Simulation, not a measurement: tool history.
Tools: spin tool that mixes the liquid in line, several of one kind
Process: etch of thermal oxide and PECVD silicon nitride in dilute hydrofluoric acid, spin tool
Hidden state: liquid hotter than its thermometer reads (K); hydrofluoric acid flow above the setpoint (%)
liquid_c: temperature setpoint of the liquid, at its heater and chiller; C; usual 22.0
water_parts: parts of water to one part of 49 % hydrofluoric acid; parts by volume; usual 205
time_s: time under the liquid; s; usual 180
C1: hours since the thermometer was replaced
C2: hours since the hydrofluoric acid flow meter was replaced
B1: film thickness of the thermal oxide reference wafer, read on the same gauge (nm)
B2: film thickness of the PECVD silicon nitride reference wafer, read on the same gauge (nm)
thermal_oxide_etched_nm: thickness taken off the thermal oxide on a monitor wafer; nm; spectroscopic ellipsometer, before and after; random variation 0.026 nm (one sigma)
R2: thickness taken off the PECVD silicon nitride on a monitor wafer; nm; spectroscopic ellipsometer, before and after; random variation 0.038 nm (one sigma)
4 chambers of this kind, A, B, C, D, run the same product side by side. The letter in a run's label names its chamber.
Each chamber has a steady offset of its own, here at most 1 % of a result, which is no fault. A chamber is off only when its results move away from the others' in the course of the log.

Run 1A, hour 12.2: usual settings; C1 67.2; C2 128.9; B1 129.98; B2 109.98. Result: thermal_oxide_etched_nm 3.3240 nm, R2 3.0679 nm.
Run 2B, hour 23.4: usual settings; C1 539.6; C2 883.4; B1 129.99; B2 110.01. Result: thermal_oxide_etched_nm 3.3912 nm, R2 3.0670 nm.
Run 3D, hour 34.9: usual settings; C1 347.5; C2 887.3; B1 129.99; B2 110.02. Result: thermal_oxide_etched_nm 3.3940 nm, R2 3.0796 nm.
Run 4C, hour 48.0: usual settings; C1 1175.4; C2 1450.5; B1 129.99; B2 110.00. Result: thermal_oxide_etched_nm 3.3857 nm, R2 3.0655 nm.
Run 5B, hour 58.0: usual settings; C1 574.2; C2 918.0; B1 130.00; B2 109.99. Result: thermal_oxide_etched_nm 3.3574 nm, R2 3.0810 nm.
Run 6A, hour 67.1: usual settings; C1 122.1; C2 183.8; B1 129.99; B2 109.98. Result: thermal_oxide_etched_nm 3.3097 nm, R2 3.0994 nm.
Run 7C, hour 80.4: usual settings; C1 1207.8; C2 1482.9; B1 129.97; B2 110.02. Result: thermal_oxide_etched_nm 3.4045 nm, R2 3.0878 nm.
Run 8D, hour 90.3: usual settings but time_s 135 s; C1 402.9; C2 942.7; B1 130.01; B2 109.97. Result: thermal_oxide_etched_nm 2.5040 nm, R2 2.3301 nm.
Run 9D, hour 102.9: usual settings but time_s 135 s; C1 415.5; C2 955.3; B1 130.01; B2 110.04. Result: thermal_oxide_etched_nm 2.4945 nm, R2 2.2932 nm.
Run 10C, hour 108.8: usual settings but time_s 135 s; C1 1236.2; C2 1511.3; B1 129.99; B2 110.02. Result: thermal_oxide_etched_nm 2.5355 nm, R2 2.2483 nm.
Run 11B, hour 120.6: usual settings but time_s 135 s; C1 636.8; C2 980.6; B1 130.01; B2 109.95. Result: thermal_oxide_etched_nm 2.5234 nm, R2 2.2859 nm.
Run 12A, hour 129.2: usual settings; C1 184.2; C2 245.9; B1 130.01; B2 110.03. Result: thermal_oxide_etched_nm 3.3343 nm, R2 3.0501 nm.
Run 13C, hour 139.8: usual settings; C1 1267.2; C2 1542.3; B1 130.03; B2 109.98. Result: thermal_oxide_etched_nm 3.3962 nm, R2 3.0605 nm.
Run 14A, hour 145.9: usual settings; C1 200.9; C2 262.6; B1 129.95; B2 109.99. Result: thermal_oxide_etched_nm 3.3433 nm, R2 3.1039 nm.
Run 15D, hour 154.9: usual settings but liquid_c 18.5 C, time_s 130 s; C1 467.5; C2 1007.3; B1 130.01; B2 109.98. Result: thermal_oxide_etched_nm 2.1286 nm, R2 1.7693 nm.
Run 16B, hour 166.8: usual settings but liquid_c 18.5 C, time_s 130 s; C1 683.0; C2 1026.8; B1 130.01; B2 110.02. Result: thermal_oxide_etched_nm 2.1255 nm, R2 1.7419 nm.
Run 17C, hour 172.8: usual settings but liquid_c 18.5 C, time_s 130 s; C1 1300.2; C2 1575.3; B1 130.07; B2 110.01. Result: thermal_oxide_etched_nm 2.1417 nm, R2 1.7160 nm.
Run 18D, hour 182.4: usual settings but liquid_c 18.5 C, time_s 130 s; C1 495.0; C2 1034.8; B1 129.97; B2 109.98. Result: thermal_oxide_etched_nm 2.1022 nm, R2 1.7535 nm.
Run 19B, hour 191.5: usual settings but liquid_c 17.5 C, time_s 230 s; C1 707.7; C2 1051.5; B1 130.04; B2 110.04. Result: thermal_oxide_etched_nm 3.6372 nm, R2 2.8930 nm.
At hour 200.4: chamber B: thermometer replaced.
Run 20A, hour 201.4: usual settings but liquid_c 17.5 C, time_s 230 s; C1 256.4; C2 318.1; B1 130.01; B2 109.97. Result: thermal_oxide_etched_nm 3.5224 nm, R2 2.9127 nm.
Run 21A, hour 214.7: usual settings but liquid_c 17.5 C, time_s 230 s; C1 269.7; C2 331.4; B1 130.01; B2 110.02. Result: thermal_oxide_etched_nm 3.5569 nm, R2 2.8669 nm.
Run 22C, hour 223.5: usual settings but liquid_c 17.5 C, time_s 230 s; C1 1350.9; C2 1626.0; B1 130.04; B2 110.00. Result: thermal_oxide_etched_nm 3.6238 nm, R2 2.9051 nm.
Run 23D, hour 231.9: usual settings; C1 544.5; C2 1084.3; B1 129.98; B2 110.01. Result: thermal_oxide_etched_nm 3.3743 nm, R2 3.0918 nm.
Run 24B, hour 241.9: usual settings; C1 41.5; C2 1101.9; B1 129.98; B2 109.95. Result: thermal_oxide_etched_nm 3.3322 nm, R2 3.0482 nm.
Run 25B, hour 251.6: usual settings; C1 51.2; C2 1111.6; B1 130.04; B2 109.99. Result: thermal_oxide_etched_nm 3.3936 nm, R2 2.9864 nm.
Run 26A, hour 263.3: usual settings; C1 318.3; C2 380.0; B1 129.97; B2 109.97. Result: thermal_oxide_etched_nm 3.3589 nm, R2 3.0978 nm.
Run 27C, hour 273.5: usual settings; C1 1400.9; C2 1676.0; B1 130.03; B2 109.98. Result: thermal_oxide_etched_nm 3.3694 nm, R2 3.0551 nm.
Run 28D, hour 279.9: usual settings; C1 592.5; C2 1132.3; B1 129.98; B2 110.02. Result: thermal_oxide_etched_nm 3.3501 nm, R2 3.0627 nm.
Run 29A, hour 292.3: usual settings; C1 347.3; C2 409.0; B1 130.01; B2 109.97. Result: thermal_oxide_etched_nm 3.3652 nm, R2 3.0900 nm.
Run 30B, hour 305.1: usual settings; C1 104.7; C2 1165.1; B1 129.97; B2 109.99. Result: thermal_oxide_etched_nm 3.3288 nm, R2 2.9930 nm.
Run 31D, hour 313.3: usual settings; C1 625.9; C2 1165.7; B1 129.99; B2 110.00. Result: thermal_oxide_etched_nm 3.3707 nm, R2 3.1225 nm.
Run 32C, hour 321.8: usual settings; C1 1449.2; C2 1724.3; B1 129.99; B2 110.01. Result: thermal_oxide_etched_nm 3.4130 nm, R2 3.0964 nm.
Run 33A, hour 330.9: usual settings; C1 385.9; C2 447.6; B1 129.99; B2 109.97. Result: thermal_oxide_etched_nm 3.3955 nm, R2 3.0564 nm.
Run 34D, hour 341.9: usual settings; C1 654.5; C2 1194.3; B1 130.00; B2 109.97. Result: thermal_oxide_etched_nm 3.3566 nm, R2 3.0940 nm.
Run 35B, hour 354.7: usual settings; C1 154.3; C2 1214.7; B1 129.98; B2 110.01. Result: thermal_oxide_etched_nm 3.3931 nm, R2 3.0550 nm.
Run 36C, hour 364.3: usual settings; C1 1491.7; C2 1766.8; B1 129.99; B2 110.05. Result: thermal_oxide_etched_nm 3.3840 nm, R2 3.0628 nm.
Run 37B, hour 377.3: usual settings; C1 176.9; C2 1237.3; B1 130.01; B2 110.02. Result: thermal_oxide_etched_nm 3.3584 nm, R2 3.0633 nm.
Run 38A, hour 390.4: usual settings; C1 445.4; C2 507.1; B1 129.99; B2 110.00. Result: thermal_oxide_etched_nm 3.3787 nm, R2 3.0015 nm.
At hour 393.4: chamber D: thermometer replaced.
Run 39D, hour 397.2: usual settings but water_parts 280 parts by volume, time_s 135 s; C1 3.8; C2 1249.6; B1 130.02; B2 110.02. Result: thermal_oxide_etched_nm 1.6989 nm, R2 1.6561 nm.
Run 40C, hour 404.2: usual settings but water_parts 280 parts by volume, time_s 135 s; C1 1531.6; C2 1806.7; B1 130.00; B2 109.94. Result: thermal_oxide_etched_nm 1.7395 nm, R2 1.6934 nm.

Is one chamber off against the others, does the gauge drift, or is nothing wrong? If a chamber is off, say which, and what the likeliest cause is.

No chamber stands off beyond its own small offset, and the gauge holds steady.

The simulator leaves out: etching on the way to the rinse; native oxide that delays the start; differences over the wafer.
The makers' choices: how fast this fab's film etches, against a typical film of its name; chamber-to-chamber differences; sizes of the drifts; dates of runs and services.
